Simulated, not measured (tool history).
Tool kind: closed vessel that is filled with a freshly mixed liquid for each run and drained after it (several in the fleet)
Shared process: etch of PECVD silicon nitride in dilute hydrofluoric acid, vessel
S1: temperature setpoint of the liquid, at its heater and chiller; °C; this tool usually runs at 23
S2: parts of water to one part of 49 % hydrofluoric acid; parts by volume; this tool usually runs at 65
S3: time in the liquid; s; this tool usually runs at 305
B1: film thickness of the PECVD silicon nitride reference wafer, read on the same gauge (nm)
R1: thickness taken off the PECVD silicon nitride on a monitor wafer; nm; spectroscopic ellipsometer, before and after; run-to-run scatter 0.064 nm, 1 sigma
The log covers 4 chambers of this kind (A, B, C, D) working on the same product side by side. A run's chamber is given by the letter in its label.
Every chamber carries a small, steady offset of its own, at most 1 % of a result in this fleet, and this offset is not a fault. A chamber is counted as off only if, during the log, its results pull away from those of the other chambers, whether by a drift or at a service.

run,hour,S1,S2,S3,B1,R1
1B,8.7,23,65,305,129.97,7.412
2A,19.3,23,65,305,129.98,7.4028
3D,31.3,23,65,305,130,7.4411
4C,41.9,23,65,305,130.01,7.4238
5D,53.2,23,65,305,130,7.3196
6B,64.5,27,65,305,130.04,9.6265
7A,77.3,27,65,305,130.04,9.818
8C,87.7,27,65,305,130,9.67
9B,98.1,27,65,305,130.01,9.6188
10A,108.5,23,65,305,130,7.4389
11D,117.5,23,40,240,130.01,9.5439
12C,123.8,23,40,240,130.02,9.4043
13B,137.2,23,40,240,130.02,9.2846
14D,148,23,40,240,129.99,9.5231
15A,155.9,23,65,210,130.01,5.1818
16C,165,23,65,210,130,5.0982
17B,175,23,65,210,130.01,5.1296
18C,183.4,23,65,210,130,5.1504
19A,190.8,25.5,65,415,130,11.936
20D,197.2,25.5,65,415,130,11.844
21B,211.2,25.5,65,415,129.96,11.897
22D,220.2,25.5,65,415,129.99,11.904
23A,234,23,65,305,129.99,7.4919
24C,245.5,23,65,360,130,8.7335
25C,255.6,23,65,360,130.01,8.8134
26B,265.9,23,65,360,130.02,8.7513
27A,277.5,23,65,360,129.98,8.7917
28D,285.5,23,65,305,130,7.3281
29D,299.1,23,65,305,129.99,7.3686
30A,312.1,23,65,305,129.99,7.373
31C,323.2,20,65,400,130,7.9712
32B,334.7,20,65,400,130.02,7.871

Which is it: a chamber that has drifted or been left off by a service, a gauge drift common to all chambers, or only each chamber's usual small offset? If a chamber is off, name it and its likeliest cause.

Neither any chamber nor the gauge drifts; the chambers differ only by their own small, steady offsets.

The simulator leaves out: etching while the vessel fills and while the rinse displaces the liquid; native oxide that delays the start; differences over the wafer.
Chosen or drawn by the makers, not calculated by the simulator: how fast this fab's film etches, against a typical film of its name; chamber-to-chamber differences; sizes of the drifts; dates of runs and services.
